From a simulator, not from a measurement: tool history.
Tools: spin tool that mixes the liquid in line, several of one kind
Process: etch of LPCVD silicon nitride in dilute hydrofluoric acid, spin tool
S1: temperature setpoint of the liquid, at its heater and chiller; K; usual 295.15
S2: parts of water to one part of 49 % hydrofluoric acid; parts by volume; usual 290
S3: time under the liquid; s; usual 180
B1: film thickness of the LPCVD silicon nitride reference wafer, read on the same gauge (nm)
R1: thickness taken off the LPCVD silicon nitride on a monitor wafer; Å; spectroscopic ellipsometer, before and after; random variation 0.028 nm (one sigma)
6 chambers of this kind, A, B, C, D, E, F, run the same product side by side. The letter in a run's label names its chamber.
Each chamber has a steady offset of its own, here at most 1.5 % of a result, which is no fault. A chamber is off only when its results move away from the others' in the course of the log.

run	hour	S1	S2	S3	B1	R1
1A	10.3	295.15	290	180	49.980	2.6480
2E	19.3	295.15	290	180	50.027	2.8798
3C	28.2	295.15	290	180	50.033	2.6107
4D	35.3	295.15	290	180	49.993	2.2218
5F	41.7	295.15	175	180	49.987	3.8205
6B	49.8	295.15	175	180	50.012	3.6010
7C	58.4	295.15	175	180	50.019	3.3979
8F	66.9	295.15	175	180	49.990	4.2081
9A	75.5	295.15	175	180	50.032	3.7304
10D	82.9	295.15	175	180	50.015	3.0992
11E	91.3	295.15	290	180	49.944	2.0896
12B	102.3	295.15	290	180	49.992	2.0665
13C	111.5	295.15	290	180	50.046	2.0199
14B	117.1	295.15	290	180	49.987	2.5274
15E	126.6	295.15	290	180	49.991	2.1866
# hour 129.3: chamber C: hydrofluoric acid flow meter replaced
16A	133.4	295.15	220	180	50.004	2.3531
17F	138.8	295.15	220	180	50.053	3.4152
18D	148.1	295.15	220	180	50.001	2.8719
19F	158.4	295.15	220	180	50.042	2.8936
20A	164.0	295.15	220	180	49.974	3.3852
21B	169.3	295.15	220	180	49.995	3.5759
22C	179.8	295.15	290	180	50.006	2.2377
23D	186.8	295.15	290	180	49.941	2.1271
24E	196.5	292.15	290	180	49.959	1.7024
25D	201.4	292.15	290	180	49.969	1.6773
26E	211.7	292.15	290	180	50.021	1.8275
27A	222.8	292.15	290	180	49.992	1.5391
28C	230.4	292.15	290	180	49.964	1.2047
# hour 235.9: chamber B: thermometer replaced
29F	235.9	292.15	290	180	49.993	1.7298
30B	246.7	295.15	290	180	50.019	2.0917
31B	257.2	295.15	290	180	50.044	1.6234
32A	266.3	295.15	290	180	50.017	2.3798
33F	276.5	297.65	290	145	50.039	2.2113
34C	281.8	297.65	290	145	49.971	2.0812
35D	291.0	297.65	290	145	50.007	2.2506
36E	301.5	297.65	290	145	50.024	1.4948
37C	308.0	297.65	290	145	50.025	2.0389
38B	316.4	297.65	290	145	49.960	1.9280
39D	323.9	295.15	290	180	49.997	2.0465
40A	333.0	295.15	290	180	50.023	2.4166
41F	341.7	295.15	290	180	49.979	2.3133

All 6 chambers run these settings next. Forecast each chamber's results:
42A	349.7	295.15	290	130		?
42B	349.7	295.15	290	130		?
42C	349.7	295.15	290	130		?
42D	349.7	295.15	290	130		?
42E	349.7	295.15	290	130		?
42F	349.7	295.15	290	130		?

run	R1
42A	1.6957
42B	1.8489
42C	1.5950
42D	1.7936
42E	1.6802
42F	1.6286
